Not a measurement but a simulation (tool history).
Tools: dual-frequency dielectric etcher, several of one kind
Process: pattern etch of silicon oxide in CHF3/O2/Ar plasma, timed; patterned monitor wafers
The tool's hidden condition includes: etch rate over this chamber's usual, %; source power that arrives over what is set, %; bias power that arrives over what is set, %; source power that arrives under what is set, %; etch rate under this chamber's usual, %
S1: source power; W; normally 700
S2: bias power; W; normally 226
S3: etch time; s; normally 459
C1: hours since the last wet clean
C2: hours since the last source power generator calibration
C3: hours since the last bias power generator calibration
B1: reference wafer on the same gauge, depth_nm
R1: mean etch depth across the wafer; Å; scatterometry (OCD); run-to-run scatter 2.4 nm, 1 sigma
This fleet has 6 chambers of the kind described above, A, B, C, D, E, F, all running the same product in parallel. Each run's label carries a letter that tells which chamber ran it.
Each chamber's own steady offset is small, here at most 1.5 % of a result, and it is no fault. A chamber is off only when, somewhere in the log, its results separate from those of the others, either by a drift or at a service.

run 1B hour=11.2 | S1=700 S2=226 S3=459 | C1=561.7 C2=2205 C3=4070.9 | B1=849.79 | R1=10490
run 2E hour=22.7 | S1=700 S2=226 S3=459 | C1=366.2 C2=2478.5 C3=100.8 | B1=849.61 | R1=10459
run 3F hour=32.1 | S1=700 S2=226 S3=459 | C1=268 C2=3675.3 C3=986.2 | B1=850.05 | R1=10395
run 4A hour=39.6 | S1=700 S2=226 S3=459 | C1=116.2 C2=4141.8 C3=1420.4 | B1=850.35 | R1=10464
run 5D hour=46.9 | S1=700 S2=226 S3=459 | C1=265.2 C2=1951.2 C3=2335 | B1=850.08 | R1=10308
run 6C hour=59.8 | S1=700 S2=226 S3=459 | C1=382.5 C2=530.9 C3=920.3 | B1=850.22 | R1=10537
run 7F hour=71.8 | S1=700 S2=226 S3=459 | C1=307.7 C2=3715 C3=1025.9 | B1=850.08 | R1=10408
-- hour=73.8 chamber B: wet clean of the chamber
run 8C hour=83.9 | S1=700 S2=226 S3=459 | C1=406.6 C2=555 C3=944.4 | B1=849.65 | R1=10571
-- hour=88.5 chamber F: wet clean of the chamber
-- hour=97.7 chamber A: source power generator calibrated
run 9D hour=97.9 | S1=700 S2=226 S3=459 | C1=316.2 C2=2002.2 C3=2386 | B1=850.06 | R1=10383
-- hour=105.5 chamber E: source power generator calibrated
run 10B hour=105.6 | S1=700 S2=226 S3=459 | C1=31.9 C2=2299.4 C3=4165.3 | B1=850.04 | R1=10502
run 11A hour=115 | S1=700 S2=226 S3=459 | C1=191.6 C2=17.3 C3=1495.8 | B1=850.39 | R1=10378
run 12E hour=125.4 | S1=700 S2=226 S3=459 | C1=468.9 C2=19.9 C3=203.5 | B1=850.27 | R1=10422
run 13D hour=136.7 | S1=860 S2=175 S3=459 | C1=355 C2=2041 C3=2424.8 | B1=849.61 | R1=10294
run 14A hour=148 | S1=860 S2=175 S3=459 | C1=224.6 C2=50.3 C3=1528.8 | B1=849.91 | R1=10379
run 15B hour=156 | S1=860 S2=175 S3=459 | C1=82.3 C2=2349.8 C3=4215.7 | B1=850 | R1=10383
run 16F hour=170.6 | S1=860 S2=175 S3=459 | C1=82.2 C2=3813.8 C3=1124.7 | B1=850.18 | R1=10390
-- hour=171.6 chamber C: wet clean of the chamber
run 17C hour=181.9 | S1=860 S2=175 S3=459 | C1=10.4 C2=653 C3=1042.4 | B1=850.06 | R1=10708
run 18E hour=193.1 | S1=860 S2=175 S3=459 | C1=536.6 C2=87.6 C3=271.2 | B1=849.93 | R1=10332
run 19C hour=204.7 | S1=700 S2=226 S3=459 | C1=33.2 C2=675.8 C3=1065.2 | B1=849.76 | R1=10722
run 20A hour=212.6 | S1=770 S2=226 S3=351.5 | C1=289.2 C2=114.9 C3=1593.4 | B1=849.91 | R1=8293.4
run 21D hour=221.8 | S1=770 S2=226 S3=351.5 | C1=440.1 C2=2126.1 C3=2509.9 | B1=850.14 | R1=8236.1
run 22F hour=236.2 | S1=770 S2=226 S3=351.5 | C1=147.8 C2=3879.4 C3=1190.3 | B1=849.99 | R1=8247.1
-- hour=248.7 chamber D: wet clean of the chamber
run 23E hour=249 | S1=770 S2=226 S3=351.5 | C1=592.5 C2=143.5 C3=327.1 | B1=849.75 | R1=8304
-- hour=252 chamber E: wet clean of the chamber
run 24B hour=260.2 | S1=770 S2=226 S3=351.5 | C1=186.5 C2=2454 C3=4319.9 | B1=850.18 | R1=8335.7
run 25F hour=271.8 | S1=770 S2=226 S3=351.5 | C1=183.4 C2=3915 C3=1225.9 | B1=849.99 | R1=8290.9
run 26D hour=284.1 | S1=700 S2=226 S3=459 | C1=35.4 C2=2188.4 C3=2572.2 | B1=849.91 | R1=10331
run 27E hour=294.3 | S1=700 S2=226 S3=459 | C1=42.3 C2=188.8 C3=372.4 | B1=850.45 | R1=10415
-- hour=296.9 chamber D: bias power generator calibrated
run 28B hour=308.4 | S1=700 S2=226 S3=459 | C1=234.7 C2=2502.2 C3=4368.1 | B1=850.12 | R1=10536
run 29C hour=319.6 | S1=700 S2=226 S3=459 | C1=148.1 C2=790.7 C3=1180.1 | B1=849.77 | R1=10774
run 30A hour=327.2 | S1=870 S2=226 S3=406 | C1=403.8 C2=229.5 C3=1708 | B1=849.87 | R1=10031
run 31F hour=339.6 | S1=870 S2=226 S3=406 | C1=251.2 C2=3982.8 C3=1293.7 | B1=850.16 | R1=9985.9
-- hour=343.7 chamber A: wet clean of the chamber
run 32E hour=351.8 | S1=870 S2=226 S3=406 | C1=99.8 C2=246.3 C3=429.9 | B1=850.18 | R1=9992.4
run 33B hour=359.5 | S1=870 S2=226 S3=406 | C1=285.8 C2=2553.3 C3=4419.2 | B1=849.95 | R1=10050
run 34D hour=373.6 | S1=870 S2=226 S3=406 | C1=124.9 C2=2277.9 C3=76.7 | B1=850.03 | R1=9934.7
run 35C hour=382.4 | S1=870 S2=226 S3=406 | C1=210.9 C2=853.5 C3=1242.9 | B1=850.1 | R1=10343
run 36A hour=394.8 | S1=700 S2=226 S3=459 | C1=51.2 C2=297.1 C3=1775.6 | B1=850.03 | R1=10405
run 37E hour=405.3 | S1=700 S2=226 S3=459 | C1=153.3 C2=299.8 C3=483.4 | B1=849.59 | R1=10459
run 38A hour=418.2 | S1=700 S2=226 S3=459 | C1=74.6 C2=320.5 C3=1799 | B1=850.45 | R1=10466
run 39C hour=429 | S1=700 S2=226 S3=459 | C1=257.5 C2=900.1 C3=1289.5 | B1=849.52 | R1=10721
run 40F hour=442 | S1=700 S2=226 S3=459 | C1=353.6 C2=4085.2 C3=1396.1 | B1=849.81 | R1=10433
run 41D hour=452.5 | S1=700 S2=226 S3=459 | C1=203.8 C2=2356.8 C3=155.6 | B1=850.06 | R1=10388

Next, every chamber runs the same settings. What will each give?
run 42A hour=463.1 | S1=700 S2=172 S3=459 | R1=?
run 42B hour=463.1 | S1=700 S2=172 S3=459 | R1=?
run 42C hour=463.1 | S1=700 S2=172 S3=459 | R1=?
run 42D hour=463.1 | S1=700 S2=172 S3=459 | R1=?
run 42E hour=463.1 | S1=700 S2=172 S3=459 | R1=?
run 42F hour=463.1 | S1=700 S2=172 S3=459 | R1=?

run=42A R1=9523.2
run=42B R1=9540.4
run=42C R1=9790.4
run=42D R1=9433.2
run=42E R1=9433.8
run=42F R1=9483.4
